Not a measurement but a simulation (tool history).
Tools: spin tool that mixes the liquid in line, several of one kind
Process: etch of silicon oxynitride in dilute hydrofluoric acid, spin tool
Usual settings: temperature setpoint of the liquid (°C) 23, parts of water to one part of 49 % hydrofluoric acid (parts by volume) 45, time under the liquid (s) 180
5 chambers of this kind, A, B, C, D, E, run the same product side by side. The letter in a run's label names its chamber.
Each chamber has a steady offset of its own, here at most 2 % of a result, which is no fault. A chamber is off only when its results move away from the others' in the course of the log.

run,hour,temperature setpoint of the liquid (°C),parts of water to one part of 49 % hydrofluoric acid (parts by volume),time under the liquid (s),"read-back film thickness of the silicon oxynitride reference wafer, read on the same gauge (nm)",thickness taken off the silicon oxynitride on a monitor wafer (nm)
1D,13.7,23,45,180,99.986,5.7323
2E,27.3,23,45,180,100.010,5.7220
3B,34.0,23,45,180,100.010,5.6291
4C,40.8,23,45,180,99.975,5.8214
5A,46.9,23,45,180,99.992,5.7789
6D,54.1,23,45,180,100.000,5.7239
7A,60.9,23,45,180,99.990,5.7717
8C,68.5,23,45,180,99.993,5.8451
9E,79.2,23,45,180,99.982,5.7566
10B,85.8,23,45,180,100.020,5.6849
11E,96.4,23,45,180,99.985,5.7806
12A,110.2,23,45,180,99.986,5.7635
13B,116.8,23,45,180,99.966,5.7191
14C,123.6,23,45,180,99.999,5.7900
15D,134.9,23,60,235,100.000,5.4100
16C,141.2,23,60,235,99.982,5.6419
17E,150.9,23,60,235,100.030,5.5899
18D,160.0,23,60,235,100.010,5.4828
19A,172.2,23,60,235,99.979,5.5445
20B,181.0,23,45,180,100.000,5.7395
21B,191.7,23,45,180,99.973,5.7031
22D,204.0,23,45,180,99.977,5.5836
23A,211.5,23,45,180,99.996,5.7929
24C,224.9,23,45,180,100.030,5.8836
# hour 228.3: chamber A: thermometer replaced
25E,232.7,23,45,180,99.985,5.7725
26E,244.5,23,45,180,99.964,5.6916
27C,253.0,23,45,180,99.996,5.7542
28B,263.3,23,45,180,100.050,5.6848
29D,272.6,23,45,180,100.020,5.4849
30A,285.3,23,45,180,100.030,5.7233
31B,295.0,23,45,180,100.050,5.7006
32C,308.6,19,45,180,100.040,4.7384
33A,321.3,19,45,180,99.986,4.6562
34D,331.8,19,45,180,99.986,4.3277
35E,345.3,19,45,180,99.998,4.6298
36A,354.6,19,45,180,100.000,4.7069

Next, every chamber runs the same settings. What will each give?
37A,364.6,23,45,180,,?
37B,364.6,23,45,180,,?
37C,364.6,23,45,180,,?
37D,364.6,23,45,180,,?
37E,364.6,23,45,180,,?

run,thickness taken off the silicon oxynitride on a monitor wafer (nm)
37A,5.7851
37B,5.7481
37C,5.7474
37D,5.2354
37E,5.7009
